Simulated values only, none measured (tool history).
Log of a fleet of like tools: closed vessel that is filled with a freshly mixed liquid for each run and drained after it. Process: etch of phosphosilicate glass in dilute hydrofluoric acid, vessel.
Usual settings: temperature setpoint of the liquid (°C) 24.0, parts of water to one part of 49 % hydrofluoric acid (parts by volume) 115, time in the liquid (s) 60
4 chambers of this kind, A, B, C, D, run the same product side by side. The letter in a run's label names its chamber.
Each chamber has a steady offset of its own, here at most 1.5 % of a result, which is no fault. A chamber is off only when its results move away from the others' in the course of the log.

| run | hour | temperature setpoint of the liquid (°C) | parts of water to one part of 49 % hydrofluoric acid (parts by volume) | time in the liquid (s) | hours since the thermometer was replaced | hours since the hydrofluoric acid flow meter was replaced | read-back film thickness of the phosphosilicate glass reference wafer, read on the same gauge (nm) | thickness taken off the phosphosilicate glass on a monitor wafer (Å) |
|---|---|---|---|---|---|---|---|---|
| 1D | 8.8 | 24.0 | 115 | 60 | 1663.2 | 923.8 | 29.977 | 495.29 |
| 2A | 17.4 | 24.0 | 115 | 60 | 996.6 | 642.6 | 30.000 | 509.74 |
| 3C | 29.1 | 24.0 | 115 | 60 | 1382.0 | 701.3 | 30.021 | 508.90 |
| 4B | 42.9 | 24.0 | 115 | 60 | 235.3 | 398.4 | 30.014 | 502.70 |
|  | 51.9 | chamber C: thermometer replaced |
| 5C | 53.3 | 24.0 | 115 | 60 | 1.4 | 725.5 | 29.984 | 506.32 |
| 6D | 65.4 | 24.0 | 115 | 60 | 1719.8 | 980.4 | 30.001 | 505.83 |
|  | 67.2 | chamber C: hydrofluoric acid flow meter replaced |
| 7A | 81.1 | 24.0 | 115 | 60 | 1060.3 | 706.3 | 29.981 | 510.29 |
| 8B | 93.5 | 24.0 | 115 | 60 | 285.9 | 449.0 | 30.008 | 498.31 |
| 9A | 101.3 | 24.0 | 115 | 60 | 1080.5 | 726.5 | 29.991 | 509.75 |
| 10D | 115.8 | 24.0 | 115 | 60 | 1770.2 | 1030.8 | 30.024 | 505.65 |
| 11B | 124.9 | 24.0 | 115 | 60 | 317.3 | 480.4 | 30.012 | 505.05 |
| 12C | 132.8 | 24.0 | 115 | 60 | 80.9 | 65.7 | 30.008 | 494.19 |
| 13B | 146.4 | 24.0 | 115 | 60 | 338.8 | 501.9 | 29.982 | 504.80 |
| 14D | 160.6 | 24.0 | 115 | 60 | 1815.0 | 1075.6 | 30.006 | 504.85 |
|  | 164.5 | chamber B: hydrofluoric acid flow meter replaced |
| 15A | 176.7 | 24.0 | 115 | 60 | 1155.9 | 801.9 | 30.008 | 515.73 |
|  | 188.5 | chamber A: thermometer replaced |
| 16C | 189.2 | 24.0 | 115 | 60 | 137.3 | 122.1 | 30.007 | 509.57 |
| 17B | 199.1 | 24.0 | 115 | 60 | 391.5 | 34.7 | 30.010 | 508.35 |
| 18D | 208.5 | 21.5 | 115 | 60 | 1862.9 | 1123.5 | 30.010 | 452.49 |
| 19A | 216.6 | 21.5 | 115 | 60 | 28.2 | 841.8 | 30.000 | 461.28 |
| 20C | 232.7 | 21.5 | 115 | 60 | 180.8 | 165.6 | 29.999 | 461.37 |
| 21A | 245.5 | 21.5 | 115 | 60 | 57.1 | 870.7 | 29.997 | 464.45 |
| 22B | 258.4 | 24.0 | 115 | 60 | 450.8 | 94.0 | 29.998 | 498.89 |
| 23C | 270.0 | 24.0 | 115 | 60 | 218.1 | 202.9 | 30.002 | 507.79 |
| 24D | 286.0 | 24.0 | 115 | 60 | 1940.4 | 1201.0 | 29.993 | 508.37 |
| 25A | 295.6 | 24.0 | 115 | 60 | 107.2 | 920.8 | 30.017 | 510.17 |
| 26D | 312.0 | 24.0 | 115 | 60 | 1966.4 | 1227.0 | 29.981 | 504.58 |
| 27B | 327.2 | 24.0 | 115 | 60 | 519.6 | 162.8 | 29.996 | 509.47 |
| 28C | 343.4 | 24.0 | 115 | 60 | 291.5 | 276.3 | 30.003 | 508.58 |
| 29A | 356.1 | 24.0 | 115 | 60 | 167.7 | 981.3 | 30.013 | 514.86 |
| 30C | 364.9 | 24.0 | 115 | 60 | 313.0 | 297.8 | 30.010 | 501.20 |
| 31D | 372.1 | 24.0 | 115 | 60 | 2026.5 | 1287.1 | 29.999 | 504.70 |
| 32B | 382.1 | 24.0 | 115 | 60 | 574.5 | 217.7 | 30.022 | 502.12 |
| 33B | 392.6 | 24.0 | 115 | 60 | 585.0 | 228.2 | 30.006 | 513.01 |
| 34A | 403.6 | 24.0 | 115 | 60 | 215.2 | 1028.8 | 29.997 | 512.39 |
| 35C | 417.5 | 24.0 | 115 | 60 | 365.6 | 350.4 | 30.024 | 495.94 |
| 36D | 431.2 | 24.0 | 115 | 60 | 2085.6 | 1346.2 | 30.021 | 511.96 |
| 37B | 443.6 | 24.0 | 115 | 60 | 636.0 | 279.2 | 30.003 | 502.74 |
| 38C | 460.1 | 24.0 | 115 | 60 | 408.2 | 393.0 | 29.996 | 504.28 |
| 39D | 476.2 | 24.0 | 115 | 60 | 2130.6 | 1391.2 | 29.984 | 499.97 |

Is one chamber off against the others, does the gauge drift, or is nothing wrong? If a chamber is off, say which, and what the likeliest cause is.

No chamber stands off beyond its own small offset, and the gauge holds steady.
